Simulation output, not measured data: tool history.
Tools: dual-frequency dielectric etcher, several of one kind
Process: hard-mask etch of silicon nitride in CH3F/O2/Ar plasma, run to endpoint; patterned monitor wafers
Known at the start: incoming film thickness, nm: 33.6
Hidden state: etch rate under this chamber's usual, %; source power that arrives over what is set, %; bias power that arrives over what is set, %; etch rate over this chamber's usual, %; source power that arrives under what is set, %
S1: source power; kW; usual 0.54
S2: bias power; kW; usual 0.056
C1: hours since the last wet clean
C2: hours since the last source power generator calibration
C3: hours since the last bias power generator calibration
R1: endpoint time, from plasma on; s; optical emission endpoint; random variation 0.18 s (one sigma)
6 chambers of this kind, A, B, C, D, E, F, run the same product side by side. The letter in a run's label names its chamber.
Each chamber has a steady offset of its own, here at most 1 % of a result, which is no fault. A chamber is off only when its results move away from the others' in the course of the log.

| run | day | S1 | S2 | C1 | C2 | C3 | R1 |
|---|---|---|---|---|---|---|---|
| 1E | 0.354 | 0.54 | 0.056 | 108.3 | 1171.5 | 1449.6 | 47.302 |
| 2C | 0.792 | 0.54 | 0.056 | 150.7 | 3490.3 | 732.1 | 47.185 |
| 3B | 1.212 | 0.54 | 0.056 | 87.4 | 2772.4 | 95.8 | 47.33 |
| 4D | 1.488 | 0.54 | 0.056 | 334.9 | 3717.5 | 2790.8 | 46.464 |
| 5A | 1.754 | 0.54 | 0.056 | 317.3 | 2914.5 | 444.5 | 47.088 |
| 6F | 2.196 | 0.54 | 0.056 | 232.6 | 3617.3 | 1972.9 | 46.886 |
| 7B | 2.612 | 0.62 | 0.068 | 121 | 2806 | 129.4 | 41.97 |
| 8E | 2.846 | 0.62 | 0.068 | 168.1 | 1231.3 | 1509.4 | 42.211 |
| 9C | 3.229 | 0.62 | 0.068 | 209.2 | 3548.8 | 790.6 | 42.26 |
|  | 3.592 | chamber A: wet clean of the chamber |
| 10D | 3.65 | 0.62 | 0.068 | 386.8 | 3769.4 | 2842.7 | 41.522 |
| 11A | 4.1 | 0.62 | 0.068 | 12.2 | 2970.8 | 500.8 | 41.952 |
| 12F | 4.362 | 0.62 | 0.068 | 284.6 | 3669.3 | 2024.9 | 41.794 |
| 13A | 4.808 | 0.54 | 0.056 | 29.2 | 2987.8 | 517.8 | 47.503 |
| 14D | 5.017 | 0.54 | 0.056 | 419.6 | 3802.2 | 2875.5 | 46.617 |
| 15E | 5.325 | 0.54 | 0.056 | 227.6 | 1290.8 | 1568.9 | 47.22 |
| 16C | 5.667 | 0.54 | 0.056 | 267.7 | 3607.3 | 849.1 | 48.127 |
| 17B | 5.896 | 0.54 | 0.056 | 199.8 | 2884.8 | 208.2 | 47.175 |
| 18F | 6.229 | 0.54 | 0.056 | 329.4 | 3714.1 | 2069.7 | 46.811 |
| 19E | 6.646 | 0.65 | 0.05 | 259.3 | 1322.5 | 1600.6 | 45.493 |
| 20D | 7.092 | 0.65 | 0.05 | 469.4 | 3852 | 2925.3 | 44.534 |
| 21F | 7.304 | 0.65 | 0.05 | 355.2 | 3739.9 | 2095.5 | 45.337 |
| 22C | 7.521 | 0.65 | 0.05 | 312.2 | 3651.8 | 893.6 | 46.298 |
| 23A | 7.725 | 0.65 | 0.05 | 99.2 | 3057.8 | 587.8 | 44.974 |
| 24B | 8.088 | 0.65 | 0.05 | 252.4 | 2937.4 | 260.8 | 45.277 |
| 25F | 8.538 | 0.54 | 0.056 | 384.8 | 3769.5 | 2125.1 | 46.946 |
| 26C | 8.921 | 0.54 | 0.056 | 345.8 | 3685.4 | 927.2 | 48.208 |
| 27E | 9.296 | 0.54 | 0.056 | 322.9 | 1386.1 | 1664.2 | 47.496 |
| 28A | 9.579 | 0.54 | 0.056 | 143.7 | 3102.3 | 632.3 | 47.399 |
| 29B | 9.792 | 0.64 | 0.056 | 293.3 | 2978.3 | 301.7 | 43.975 |
| 30D | 10.075 | 0.64 | 0.056 | 541 | 3923.6 | 2996.9 | 43.676 |
| 31F | 10.417 | 0.64 | 0.056 | 429.9 | 3814.6 | 2170.2 | 43.757 |
| 32B | 10.721 | 0.64 | 0.056 | 315.6 | 3000.6 | 324 | 44.233 |
| 33D | 10.958 | 0.64 | 0.056 | 562.2 | 3944.8 | 3018.1 | 43.501 |
| 34C | 11.212 | 0.64 | 0.056 | 400.8 | 3740.4 | 982.2 | 45.067 |
| 35E | 11.438 | 0.54 | 0.056 | 374.3 | 1437.5 | 1715.6 | 46.971 |
| 36A | 11.742 | 0.54 | 0.056 | 195.6 | 3154.2 | 684.2 | 47.123 |
| 37C | 12.025 | 0.54 | 0.056 | 420.3 | 3759.9 | 1001.7 | 48.327 |
|  | 12.242 | chamber F: wet clean of the chamber |
| 38D | 12.292 | 0.54 | 0.056 | 594.2 | 3976.8 | 3050.1 | 46.819 |
| 39E | 12.658 | 0.58 | 0.056 | 403.6 | 1466.8 | 1744.9 | 46.065 |
| 40B | 13.004 | 0.58 | 0.056 | 370.4 | 3055.4 | 378.8 | 45.91 |
| 41F | 13.3 | 0.58 | 0.056 | 25.4 | 3883.8 | 2239.4 | 45.401 |

All 6 chambers run these settings next. Forecast each chamber's results:
| 42A | 13.625 | 0.54 | 0.056 |  |  |  | ? |
| 42B | 13.625 | 0.54 | 0.056 |  |  |  | ? |
| 42C | 13.625 | 0.54 | 0.056 |  |  |  | ? |
| 42D | 13.625 | 0.54 | 0.056 |  |  |  | ? |
| 42E | 13.625 | 0.54 | 0.056 |  |  |  | ? |
| 42F | 13.625 | 0.54 | 0.056 |  |  |  | ? |

| run | R1 |
|---|---|
| 42A | 47.067 |
| 42B | 47.114 |
| 42C | 48.832 |
| 42D | 46.525 |
| 42E | 47.066 |
| 42F | 46.987 |

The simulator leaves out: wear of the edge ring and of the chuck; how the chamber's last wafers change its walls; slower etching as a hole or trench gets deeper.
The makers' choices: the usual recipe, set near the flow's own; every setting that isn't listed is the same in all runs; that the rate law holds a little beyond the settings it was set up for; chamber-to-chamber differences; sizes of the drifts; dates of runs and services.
